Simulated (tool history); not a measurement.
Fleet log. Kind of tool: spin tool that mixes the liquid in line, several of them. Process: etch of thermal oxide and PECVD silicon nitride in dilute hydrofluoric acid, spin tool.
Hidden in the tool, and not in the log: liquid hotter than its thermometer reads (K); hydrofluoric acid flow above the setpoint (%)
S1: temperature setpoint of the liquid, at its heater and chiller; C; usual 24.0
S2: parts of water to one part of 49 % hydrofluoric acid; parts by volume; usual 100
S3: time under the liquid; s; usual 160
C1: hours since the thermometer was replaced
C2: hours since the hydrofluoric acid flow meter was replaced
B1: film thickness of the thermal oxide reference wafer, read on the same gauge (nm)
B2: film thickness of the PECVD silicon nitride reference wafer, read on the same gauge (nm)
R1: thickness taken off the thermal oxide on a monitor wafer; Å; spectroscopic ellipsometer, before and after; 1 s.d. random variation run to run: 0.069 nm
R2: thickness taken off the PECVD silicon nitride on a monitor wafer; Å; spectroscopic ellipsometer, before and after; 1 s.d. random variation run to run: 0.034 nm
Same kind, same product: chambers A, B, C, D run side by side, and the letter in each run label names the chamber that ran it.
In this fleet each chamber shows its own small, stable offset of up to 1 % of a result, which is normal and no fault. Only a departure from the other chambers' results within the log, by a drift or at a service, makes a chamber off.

run	hour	S1	S2	S3	C1	C2	B1	B2	R1	R2
1B	3.0	24.0	100	160	1162.7	258.0	110.00	89.967	71.867	37.102
2A	6.0	24.0	100	160	498.3	475.1	110.00	89.952	71.986	36.851
3C	9.2	24.0	100	160	934.1	629.9	110.00	90.004	71.360	36.902
4D	11.7	24.0	100	160	1680.1	236.0	110.03	89.994	72.327	37.164
5D	14.7	26.5	100	160	1683.1	239.0	109.99	89.995	79.720	44.130
6B	18.1	26.5	100	160	1177.8	273.1	109.97	89.978	79.192	44.205
7C	21.9	26.5	100	160	946.8	642.6	109.98	89.982	79.165	44.593
8A	24.8	26.5	100	160	517.1	493.9	110.00	90.005	79.668	43.340
9B	29.2	24.0	100	160	1188.9	284.2	109.97	90.006	71.261	37.281
# hour 32.3: chamber D: thermometer replaced
10A	33.5	24.0	100	160	525.8	502.6	110.00	90.059	72.056	37.090
11C	37.0	24.0	100	160	961.9	657.7	109.95	89.991	71.441	37.738
12D	41.0	24.0	100	160	8.7	265.3	110.01	89.980	70.291	36.465
13B	43.7	24.0	100	160	1203.4	298.7	110.01	89.995	72.207	37.509
14C	46.9	24.0	100	160	971.8	667.6	110.02	89.965	72.364	38.336
15D	51.8	24.0	100	160	19.5	276.1	110.01	89.962	70.525	37.064
16A	54.8	24.0	100	160	547.1	523.9	109.98	90.006	71.328	37.061
17A	58.5	24.0	100	160	550.8	527.6	109.97	90.018	72.109	37.341
18C	62.8	24.0	100	160	987.7	683.5	109.97	89.997	72.851	38.185
19D	65.2	24.0	100	160	32.9	289.5	109.97	90.012	70.417	37.279
20B	67.4	24.0	100	160	1227.1	322.4	110.00	90.062	72.841	37.645
21A	70.3	24.0	100	160	562.6	539.4	109.99	90.040	72.140	37.241
22B	72.6	24.0	50	200	1232.3	327.6	109.99	90.034	195.990	94.449
23D	77.3	24.0	50	200	45.0	301.6	110.00	90.020	198.350	93.706
24C	80.1	24.0	50	200	1005.0	700.8	109.98	90.031	190.930	92.670
25A	82.9	24.0	50	200	575.2	552.0	110.02	90.011	197.470	93.637
26B	86.9	24.0	100	160	1246.6	341.9	110.00	90.047	74.295	38.416
27C	90.0	22.0	100	80	1014.9	710.7	109.98	89.984	33.250	16.427
28D	92.7	22.0	100	80	60.4	317.0	110.00	89.985	33.008	15.938
29A	97.2	22.0	100	80	589.5	566.3	109.99	89.983	33.362	16.245
30B	101.0	22.0	100	80	1260.7	356.0	109.99	89.947	35.275	17.031
31C	104.7	24.0	60	160	1029.6	725.4	109.97	90.049	123.260	61.544
32D	109.6	24.0	60	160	77.3	333.9	110.02	89.995	128.260	61.300
33D	112.6	24.0	60	160	80.3	336.9	110.02	90.002	127.190	62.028
34B	116.8	24.0	60	160	1276.5	371.8	109.99	89.979	133.410	65.800
35C	119.4	24.0	100	160	1044.3	740.1	109.99	89.981	71.958	37.513
36A	122.8	24.0	100	160	615.1	591.9	109.98	89.999	71.569	37.332
37C	127.0	24.0	100	160	1051.9	747.7	109.99	89.979	71.634	37.670
38A	130.0	24.0	100	160	622.3	599.1	110.03	89.995	71.814	37.619
39D	134.2	24.0	100	160	101.9	358.5	110.05	90.013	72.625	37.817
40B	139.0	24.0	100	160	1298.7	394.0	110.01	90.002	77.341	40.210
41A	143.6	24.0	100	160	635.9	612.7	109.97	89.986	71.843	37.202
42C	148.2	24.0	100	160	1073.1	768.9	110.03	89.980	70.721	37.702
43B	153.1	24.0	100	160	1312.8	408.1	110.01	89.990	79.763	41.452

Is one chamber off against the others, does the gauge drift, or is nothing wrong? If a chamber is off, say which, and what the likeliest cause is.

One chamber, B, drifts off from the rest bit by bit.
Likeliest cause: hydrofluoric acid flow above the setpoint (%) = 10.1.

Below are 4 candidate recipes for chamber B's next run, each the usual settings with a change, their results shown as question marks. Which of them brings B's results back in line with what the other chambers give on the usual settings?
Allowed miss from the other chambers' usual-settings mean, per result, to count as in line: R1 2.400 Å; R2 1.200 Å
44B-1	156.6	24.5	105	150					?	?
44B-2	156.6	24.5	110	140					?	?
44B-3	156.6	23.5	90	180					?	?
44B-4	156.6	23.5	95	170					?	?

The other chambers' mean on the usual settings: R1 71.916 Å; R2 37.337 Å
run	R1	R2
44B-1	72.400	37.663
44B-2	64.090	33.551
44B-3	99.326	49.360
44B-4	88.285	44.163
The answer is 44B-1, which returns the chamber to within the allowed miss of the others.

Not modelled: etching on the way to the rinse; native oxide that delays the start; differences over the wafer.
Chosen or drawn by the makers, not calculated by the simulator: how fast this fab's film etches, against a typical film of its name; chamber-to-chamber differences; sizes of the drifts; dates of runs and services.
